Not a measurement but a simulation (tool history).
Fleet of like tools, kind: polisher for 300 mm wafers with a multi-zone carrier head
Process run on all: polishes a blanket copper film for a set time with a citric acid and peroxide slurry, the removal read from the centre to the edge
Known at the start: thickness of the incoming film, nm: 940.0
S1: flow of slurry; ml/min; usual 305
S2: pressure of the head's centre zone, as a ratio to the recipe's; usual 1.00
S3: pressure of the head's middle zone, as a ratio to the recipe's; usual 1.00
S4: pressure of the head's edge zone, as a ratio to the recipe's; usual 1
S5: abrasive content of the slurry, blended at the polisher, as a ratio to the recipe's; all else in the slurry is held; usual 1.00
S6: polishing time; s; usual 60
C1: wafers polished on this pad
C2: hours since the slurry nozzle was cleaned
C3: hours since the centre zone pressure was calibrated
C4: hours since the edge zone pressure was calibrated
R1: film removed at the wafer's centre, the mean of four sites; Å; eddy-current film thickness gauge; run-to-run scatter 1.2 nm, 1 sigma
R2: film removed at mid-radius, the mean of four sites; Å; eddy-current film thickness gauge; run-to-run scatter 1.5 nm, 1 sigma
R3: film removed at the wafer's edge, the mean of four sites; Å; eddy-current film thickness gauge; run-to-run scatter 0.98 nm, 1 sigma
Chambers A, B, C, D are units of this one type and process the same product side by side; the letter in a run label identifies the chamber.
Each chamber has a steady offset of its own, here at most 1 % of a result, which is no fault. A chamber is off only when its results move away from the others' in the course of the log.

{"hour": 2.9, "done": "chamber B: worn pad replaced by a new one"}
{"run": "1D", "hour": 13.4, "S1": 305, "S2": 1.0, "S3": 1.0, "S4": 1, "S5": 1.0, "S6": 60, "C1": 888, "C2": 329.0, "C3": 262.3, "C4": 420.4, "R1": 996.66, "R2": 1005.9, "R3": 1012.9}
{"run": "2B", "hour": 20.5, "S1": 305, "S2": 1.0, "S3": 1.0, "S4": 1, "S5": 1.0, "S6": 60, "C1": 144, "C2": 398.5, "C3": 1195.4, "C4": 204.6, "R1": 1010.4, "R2": 1004.7, "R3": 1024.6}
{"run": "3C", "hour": 28.7, "S1": 305, "S2": 1.0, "S3": 1.0, "S4": 1, "S5": 1.0, "S6": 60, "C1": 510, "C2": 158.4, "C3": 219.2, "C4": 373.4, "R1": 1020.8, "R2": 1025.5, "R3": 1017.1}
{"hour": 38.0, "done": "chamber D: worn pad replaced by a new one"}
{"run": "4A", "hour": 39.1, "S1": 305, "S2": 1.0, "S3": 1.0, "S4": 1, "S5": 1.0, "S6": 60, "C1": 640, "C2": 206.3, "C3": 628.3, "C4": 39.8, "R1": 1010.9, "R2": 1003.3, "R3": 1017.5}
{"hour": 48.2, "done": "chamber C: slurry nozzle cleaned"}
{"run": "5B", "hour": 48.6, "S1": 305, "S2": 1.0, "S3": 1.0, "S4": 1, "S5": 1.0, "S6": 60, "C1": 373, "C2": 426.6, "C3": 1223.5, "C4": 232.7, "R1": 1032.3, "R2": 1015.7, "R3": 1028.8}
{"run": "6A", "hour": 59.4, "S1": 305, "S2": 1.0, "S3": 1.0, "S4": 1, "S5": 1.0, "S6": 60, "C1": 805, "C2": 226.6, "C3": 648.6, "C4": 60.1, "R1": 1001.0, "R2": 997.52, "R3": 1013.8}
{"hour": 63.4, "done": "chamber C: worn pad replaced by a new one"}
{"run": "7D", "hour": 71.7, "S1": 305, "S2": 1.0, "S3": 1.0, "S4": 1, "S5": 1.0, "S6": 60, "C1": 274, "C2": 387.3, "C3": 320.6, "C4": 478.7, "R1": 1025.1, "R2": 996.21, "R3": 1027.4}
{"hour": 79.7, "done": "chamber B: centre zone pressure recalibrated"}
{"run": "8C", "hour": 79.8, "S1": 305, "S2": 1.09, "S3": 1.0, "S4": 1, "S5": 1.0, "S6": 60, "C1": 134, "C2": 31.6, "C3": 270.3, "C4": 424.5, "R1": 1111.0, "R2": 1014.5, "R3": 1006.0}
{"hour": 92.2, "done": "chamber B: worn pad replaced by a new one"}
{"run": "9C", "hour": 95.4, "S1": 305, "S2": 1.09, "S3": 1.0, "S4": 1, "S5": 1.0, "S6": 60, "C1": 261, "C2": 47.2, "C3": 285.9, "C4": 440.1, "R1": 1104.2, "R2": 1021.1, "R3": 999.94}
{"hour": 105.1, "done": "chamber A: worn pad replaced by a new one"}
{"run": "10B", "hour": 107.0, "S1": 305, "S2": 1.09, "S3": 1.0, "S4": 1, "S5": 1.0, "S6": 60, "C1": 120, "C2": 485.0, "C3": 27.3, "C4": 291.1, "R1": 1114.3, "R2": 1046.1, "R3": 1010.8}
{"run": "11A", "hour": 119.9, "S1": 305, "S2": 1.09, "S3": 1.0, "S4": 1, "S5": 1.0, "S6": 60, "C1": 121, "C2": 287.1, "C3": 709.1, "C4": 120.6, "R1": 1105.2, "R2": 988.05, "R3": 999.41}
{"run": "12D", "hour": 129.1, "S1": 305, "S2": 1.0, "S3": 1.0, "S4": 1, "S5": 1.0, "S6": 60, "C1": 742, "C2": 444.7, "C3": 378.0, "C4": 536.1, "R1": 1011.4, "R2": 1002.4, "R3": 1008.5}
{"run": "13C", "hour": 136.4, "S1": 305, "S2": 1.0, "S3": 1.07, "S4": 1, "S5": 1.0, "S6": 70, "C1": 595, "C2": 88.2, "C3": 326.9, "C4": 481.1, "R1": 1166.6, "R2": 1250.9, "R3": 1170.7}
{"run": "14A", "hour": 143.4, "S1": 305, "S2": 1.0, "S3": 1.07, "S4": 1, "S5": 1.0, "S6": 70, "C1": 312, "C2": 310.6, "C3": 732.6, "C4": 144.1, "R1": 1204.3, "R2": 1218.1, "R3": 1182.6}
{"hour": 146.3, "done": "chamber C: edge zone pressure recalibrated"}
{"run": "15B", "hour": 154.3, "S1": 305, "S2": 1.0, "S3": 1.07, "S4": 1, "S5": 1.0, "S6": 70, "C1": 506, "C2": 532.3, "C3": 74.6, "C4": 338.4, "R1": 1161.6, "R2": 1246.7, "R3": 1204.7}
{"hour": 159.6, "done": "chamber C: worn pad replaced by a new one"}
{"run": "16D", "hour": 165.1, "S1": 305, "S2": 1.0, "S3": 1.07, "S4": 1, "S5": 1.0, "S6": 70, "C1": 1036, "C2": 480.7, "C3": 414.0, "C4": 572.1, "R1": 1183.3, "R2": 1258.9, "R3": 1174.1}
{"hour": 166.0, "done": "chamber D: worn pad replaced by a new one"}
{"run": "17B", "hour": 174.1, "S1": 305, "S2": 1.04, "S3": 1.0, "S4": 1, "S5": 1.15, "S6": 60, "C1": 667, "C2": 552.1, "C3": 94.4, "C4": 358.2, "R1": 1091.3, "R2": 1069.2, "R3": 1047.3}
{"hour": 175.8, "done": "chamber B: worn pad replaced by a new one"}
{"run": "18C", "hour": 188.5, "S1": 305, "S2": 1.04, "S3": 1.0, "S4": 1, "S5": 1.15, "S6": 60, "C1": 236, "C2": 140.3, "C3": 379.0, "C4": 42.3, "R1": 1033.7, "R2": 1024.9, "R3": 1027.2}
{"run": "19A", "hour": 199.4, "S1": 305, "S2": 1.04, "S3": 1.0, "S4": 1, "S5": 1.15, "S6": 60, "C1": 769, "C2": 366.6, "C3": 788.6, "C4": 200.1, "R1": 1091.3, "R2": 1034.4, "R3": 1037.2}
{"run": "20D", "hour": 209.1, "S1": 305, "S2": 1.04, "S3": 1.0, "S4": 1, "S5": 1.15, "S6": 60, "C1": 351, "C2": 524.7, "C3": 458.0, "C4": 616.1, "R1": 1099.0, "R2": 1066.9, "R3": 1036.5}
{"hour": 210.4, "done": "chamber D: slurry nozzle cleaned"}
{"run": "21A", "hour": 218.1, "S1": 305, "S2": 1.0, "S3": 1.0, "S4": 1, "S5": 1.0, "S6": 60, "C1": 921, "C2": 385.3, "C3": 807.3, "C4": 218.8, "R1": 991.32, "R2": 1013.3, "R3": 1006.2}
{"run": "22B", "hour": 232.0, "S1": 305, "S2": 1.0, "S3": 1.0, "S4": 1, "S5": 1.0, "S6": 60, "C1": 458, "C2": 610.0, "C3": 152.3, "C4": 416.1, "R1": 1021.2, "R2": 1017.0, "R3": 993.84}
{"hour": 234.1, "done": "chamber C: slurry nozzle cleaned"}
{"run": "23D", "hour": 242.0, "S1": 305, "S2": 1.0, "S3": 1.0, "S4": 1, "S5": 1.0, "S6": 60, "C1": 620, "C2": 31.6, "C3": 490.9, "C4": 649.0, "R1": 1014.5, "R2": 1015.6, "R3": 1009.6}
{"hour": 249.1, "done": "chamber A: worn pad replaced by a new one"}
{"run": "24C", "hour": 249.6, "S1": 305, "S2": 1.0, "S3": 1.0, "S4": 1, "S5": 1.0, "S6": 60, "C1": 734, "C2": 15.5, "C3": 440.1, "C4": 103.4, "R1": 953.75, "R2": 1007.4, "R3": 1012.0}
{"hour": 258.2, "done": "chamber B: worn pad replaced by a new one"}
{"run": "25D", "hour": 265.3, "S1": 305, "S2": 1.0, "S3": 1.0, "S4": 1, "S5": 1.0, "S6": 60, "C1": 809, "C2": 54.9, "C3": 514.2, "C4": 672.3, "R1": 1018.6, "R2": 1004.6, "R3": 1020.0}
{"hour": 265.8, "done": "chamber C: worn pad replaced by a new one"}
{"hour": 280.2, "done": "chamber A: centre zone pressure recalibrated"}
{"run": "26C", "hour": 280.3, "S1": 305, "S2": 1.0, "S3": 1.0, "S4": 1, "S5": 1.0, "S6": 60, "C1": 118, "C2": 46.2, "C3": 470.8, "C4": 134.1, "R1": 939.42, "R2": 1003.5, "R3": 1016.1}
{"run": "27A", "hour": 288.4, "S1": 305, "S2": 1.0, "S3": 1.0, "S4": 1, "S5": 1.0, "S6": 60, "C1": 320, "C2": 455.6, "C3": 8.2, "C4": 289.1, "R1": 992.55, "R2": 1020.3, "R3": 1004.9}
{"hour": 290.9, "done": "chamber D: worn pad replaced by a new one"}
{"run": "28B", "hour": 295.4, "S1": 305, "S2": 1.0, "S3": 1.0, "S4": 1, "S5": 1.0, "S6": 60, "C1": 303, "C2": 673.4, "C3": 215.7, "C4": 479.5, "R1": 1023.7, "R2": 1026.1, "R3": 1007.7}
{"run": "29C", "hour": 304.1, "S1": 305, "S2": 1.0, "S3": 1.0, "S4": 1, "S5": 1.0, "S6": 60, "C1": 312, "C2": 70.0, "C3": 494.6, "C4": 157.9, "R1": 935.26, "R2": 1014.4, "R3": 1007.4}
{"run": "30B", "hour": 318.1, "S1": 305, "S2": 1.0, "S3": 1.0, "S4": 1, "S5": 1.0, "S6": 60, "C1": 488, "C2": 696.1, "C3": 238.4, "C4": 502.2, "R1": 1000.9, "R2": 1018.6, "R3": 1009.5}
{"run": "31A", "hour": 325.8, "S1": 305, "S2": 1.0, "S3": 1.0, "S4": 1, "S5": 1.0, "S6": 60, "C1": 625, "C2": 493.0, "C3": 45.6, "C4": 326.5, "R1": 1015.3, "R2": 1002.3, "R3": 1024.4}
{"run": "32D", "hour": 337.5, "S1": 305, "S2": 1.0, "S3": 1.0, "S4": 1, "S5": 0.85, "S6": 52, "C1": 380, "C2": 127.1, "C3": 586.4, "C4": 744.5, "R1": 837.43, "R2": 864.85, "R3": 844.91}
{"hour": 338.9, "done": "chamber B: worn pad replaced by a new one"}
{"run": "33A", "hour": 344.7, "S1": 305, "S2": 1.0, "S3": 1.0, "S4": 1, "S5": 0.85, "S6": 52, "C1": 779, "C2": 511.9, "C3": 64.5, "C4": 345.4, "R1": 854.71, "R2": 839.66, "R3": 849.43}
{"run": "34D", "hour": 358.4, "S1": 305, "S2": 1.0, "S3": 1.0, "S4": 1, "S5": 0.85, "S6": 52, "C1": 551, "C2": 148.0, "C3": 607.3, "C4": 765.4, "R1": 847.93, "R2": 845.81, "R3": 861.26}
{"run": "35B", "hour": 365.5, "S1": 305, "S2": 1.0, "S3": 1.0, "S4": 1, "S5": 0.85, "S6": 52, "C1": 217, "C2": 743.5, "C3": 285.8, "C4": 549.6, "R1": 832.37, "R2": 864.62, "R3": 845.81}
{"run": "36C", "hour": 372.7, "S1": 305, "S2": 1.0, "S3": 1.0, "S4": 1, "S5": 1.0, "S6": 60, "C1": 871, "C2": 138.6, "C3": 563.2, "C4": 226.5, "R1": 892.73, "R2": 998.65, "R3": 1006.8}
{"run": "37A", "hour": 381.2, "S1": 305, "S2": 1.0, "S3": 1.0, "S4": 1, "S5": 1.0, "S6": 60, "C1": 1077, "C2": 548.4, "C3": 101.0, "C4": 381.9, "R1": 1005.4, "R2": 1016.1, "R3": 1027.6}
{"hour": 385.9, "done": "chamber C: worn pad replaced by a new one"}
{"run": "38D", "hour": 395.2, "S1": 305, "S2": 1.0, "S3": 1.0, "S4": 1, "S5": 1.0, "S6": 60, "C1": 850, "C2": 184.8, "C3": 644.1, "C4": 802.2, "R1": 1019.7, "R2": 1010.9, "R3": 1001.6}
{"run": "39C", "hour": 402.5, "S1": 305, "S2": 1.0, "S3": 1.0, "S4": 1, "S5": 1.0, "S6": 60, "C1": 135, "C2": 168.4, "C3": 593.0, "C4": 256.3, "R1": 910.96, "R2": 1024.0, "R3": 997.27}

Is one chamber off against the others, does the gauge drift, or is nothing wrong? If a chamber is off, say which, and what the likeliest cause is.

It is chamber C that slowly wanders off from its peers.
Likeliest cause: centre zone's pressure below its setpoint, % = 9.87.

Chamber C could run next with any of the 4 candidate recipes listed below; each alters the usual settings, and their results appear as question marks. Which one brings its results back in line with what the other chambers deliver on the usual settings?
Maximum distance from the other chambers' mean on the usual settings for a result to count as in line: R1 42.00 Å; R2 51.00 Å; R3 34.00 Å
{"run": "40C-1", "hour": 413.7, "S1": 330, "S2": 1.17, "S3": 0.95, "S4": 0.89, "S5": 1.0, "S6": 65, "R1": "?", "R2": "?", "R3": "?"}
{"run": "40C-2", "hour": 413.7, "S1": 300, "S2": 0.91, "S3": 1.01, "S4": 1.03, "S5": 1.0, "S6": 59, "R1": "?", "R2": "?", "R3": "?"}
{"run": "40C-3", "hour": 413.7, "S1": 310, "S2": 1.09, "S3": 0.99, "S4": 0.97, "S5": 1.0, "S6": 61, "R1": "?", "R2": "?", "R3": "?"}
{"run": "40C-4", "hour": 413.7, "S1": 290, "S2": 0.83, "S3": 1.03, "S4": 1.07, "S5": 1.0, "S6": 57, "R1": "?", "R2": "?", "R3": "?"}

Mean of the other chambers on the usual settings: R1 1012.40 Å; R2 1015.00 Å; R3 1010.70 Å
run=40C-1 R1=1158.10 R2=1035.80 R3=1021.90
run=40C-2 R1=789.87 R2=985.38 R3=990.76
run=40C-3 R1=999.62 R2=1003.10 R3=995.90
run=40C-4 R1=685.93 R2=965.89 R3=973.67
40C-3 is the one that brings the chamber's results back in line with the other chambers.

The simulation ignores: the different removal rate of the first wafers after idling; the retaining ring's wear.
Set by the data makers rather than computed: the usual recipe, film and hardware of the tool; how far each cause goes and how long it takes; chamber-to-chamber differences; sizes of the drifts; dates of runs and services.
